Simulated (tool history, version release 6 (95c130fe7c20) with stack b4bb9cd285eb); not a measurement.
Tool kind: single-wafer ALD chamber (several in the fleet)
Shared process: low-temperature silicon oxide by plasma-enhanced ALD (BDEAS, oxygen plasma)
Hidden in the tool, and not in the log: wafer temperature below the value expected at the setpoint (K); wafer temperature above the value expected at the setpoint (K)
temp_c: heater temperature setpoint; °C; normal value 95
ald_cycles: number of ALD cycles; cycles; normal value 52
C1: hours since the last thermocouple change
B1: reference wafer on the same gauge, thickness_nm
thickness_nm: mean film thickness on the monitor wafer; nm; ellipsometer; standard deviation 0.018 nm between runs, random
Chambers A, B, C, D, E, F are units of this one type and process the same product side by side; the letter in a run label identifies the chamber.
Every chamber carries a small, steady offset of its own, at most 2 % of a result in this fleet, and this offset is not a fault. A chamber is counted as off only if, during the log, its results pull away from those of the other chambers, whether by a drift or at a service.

run 1C hour=8.8 | temp_c=95 ald_cycles=52 | C1=494.3 | B1=7.3771 | thickness_nm=7.4969
run 2A hour=19.2 | temp_c=95 ald_cycles=52 | C1=840.3 | B1=7.3778 | thickness_nm=7.6506
run 3E hour=26.4 | temp_c=95 ald_cycles=52 | C1=982.3 | B1=7.3810 | thickness_nm=7.6213
run 4B hour=37.7 | temp_c=95 ald_cycles=52 | C1=1108.7 | B1=7.3782 | thickness_nm=7.4333
run 5F hour=47.9 | temp_c=95 ald_cycles=52 | C1=328.7 | B1=7.3801 | thickness_nm=7.5932
run 6D hour=54.5 | temp_c=95 ald_cycles=55 | C1=992.7 | B1=7.3766 | thickness_nm=7.8918
run 7B hour=63.6 | temp_c=95 ald_cycles=55 | C1=1134.6 | B1=7.3779 | thickness_nm=7.8871
run 8D hour=71.9 | temp_c=95 ald_cycles=55 | C1=1010.1 | B1=7.3816 | thickness_nm=7.8926
run 9C hour=78.0 | temp_c=95 ald_cycles=55 | C1=563.5 | B1=7.3804 | thickness_nm=7.9738
run 10E hour=83.7 | temp_c=95 ald_cycles=55 | C1=1039.6 | B1=7.3796 | thickness_nm=8.0556
run 11F hour=96.6 | temp_c=95 ald_cycles=55 | C1=377.4 | B1=7.3827 | thickness_nm=8.0418
run 12A hour=108.0 | temp_c=95 ald_cycles=52 | C1=929.1 | B1=7.3843 | thickness_nm=7.6564
run 13D hour=115.0 | temp_c=95 ald_cycles=52 | C1=1053.2 | B1=7.3780 | thickness_nm=7.4842
run 14E hour=122.8 | temp_c=95 ald_cycles=52 | C1=1078.7 | B1=7.3795 | thickness_nm=7.5719
run 15F hour=132.6 | temp_c=95 ald_cycles=52 | C1=413.4 | B1=7.3810 | thickness_nm=7.5594
run 16C hour=141.8 | temp_c=102 ald_cycles=45 | C1=627.3 | B1=7.3806 | thickness_nm=6.4226
run 17A hour=153.7 | temp_c=102 ald_cycles=45 | C1=974.8 | B1=7.3820 | thickness_nm=6.4619
run 18B hour=162.4 | temp_c=102 ald_cycles=45 | C1=1233.4 | B1=7.3823 | thickness_nm=6.2840
run 19A hour=175.4 | temp_c=102 ald_cycles=45 | C1=996.5 | B1=7.3773 | thickness_nm=6.4829
run 20F hour=188.5 | temp_c=102 ald_cycles=45 | C1=469.3 | B1=7.3767 | thickness_nm=6.4263
run 21D hour=200.8 | temp_c=102 ald_cycles=45 | C1=1139.0 | B1=7.3828 | thickness_nm=6.3382
run 22C hour=208.1 | temp_c=95 ald_cycles=52 | C1=693.6 | B1=7.3804 | thickness_nm=7.5411
run 23B hour=214.3 | temp_c=95 ald_cycles=52 | C1=1285.3 | B1=7.3825 | thickness_nm=7.3989
run 24E hour=224.6 | temp_c=86 ald_cycles=45 | C1=1180.5 | B1=7.3786 | thickness_nm=6.8025
run 25D hour=231.8 | temp_c=86 ald_cycles=45 | C1=1170.0 | B1=7.3794 | thickness_nm=6.6744
run 26E hour=244.3 | temp_c=86 ald_cycles=45 | C1=1200.2 | B1=7.3781 | thickness_nm=6.7982
run 27F hour=257.0 | temp_c=86 ald_cycles=45 | C1=537.8 | B1=7.3796 | thickness_nm=6.7979
run 28A hour=267.8 | temp_c=86 ald_cycles=45 | C1=1088.9 | B1=7.3798 | thickness_nm=6.8164
run 29C hour=277.2 | temp_c=86 ald_cycles=45 | C1=762.7 | B1=7.3816 | thickness_nm=6.7345
run 30B hour=283.2 | temp_c=95 ald_cycles=52 | C1=1354.2 | B1=7.3809 | thickness_nm=7.4180
run 31C hour=295.0 | temp_c=95 ald_cycles=52 | C1=780.5 | B1=7.3815 | thickness_nm=7.5225
run 32F hour=304.9 | temp_c=95 ald_cycles=52 | C1=585.7 | B1=7.3822 | thickness_nm=7.6023
run 33D hour=316.1 | temp_c=81 ald_cycles=61 | C1=1254.3 | B1=7.3805 | thickness_nm=9.1930
run 34A hour=328.5 | temp_c=81 ald_cycles=61 | C1=1149.6 | B1=7.3804 | thickness_nm=9.4220
run 35B hour=335.8 | temp_c=81 ald_cycles=61 | C1=1406.8 | B1=7.3753 | thickness_nm=9.1925
run 36E hour=345.0 | temp_c=81 ald_cycles=61 | C1=1300.9 | B1=7.3790 | thickness_nm=9.3623
run 37B hour=357.4 | temp_c=81 ald_cycles=61 | C1=1428.4 | B1=7.3773 | thickness_nm=9.1245

Is one chamber out of step, is the gauge drifting, or do the chambers differ by no more than their own small offsets? For an off chamber, give its letter and the likeliest cause.

The fleet is healthy, with each chamber sitting at its usual small offset and no drift in the gauge.
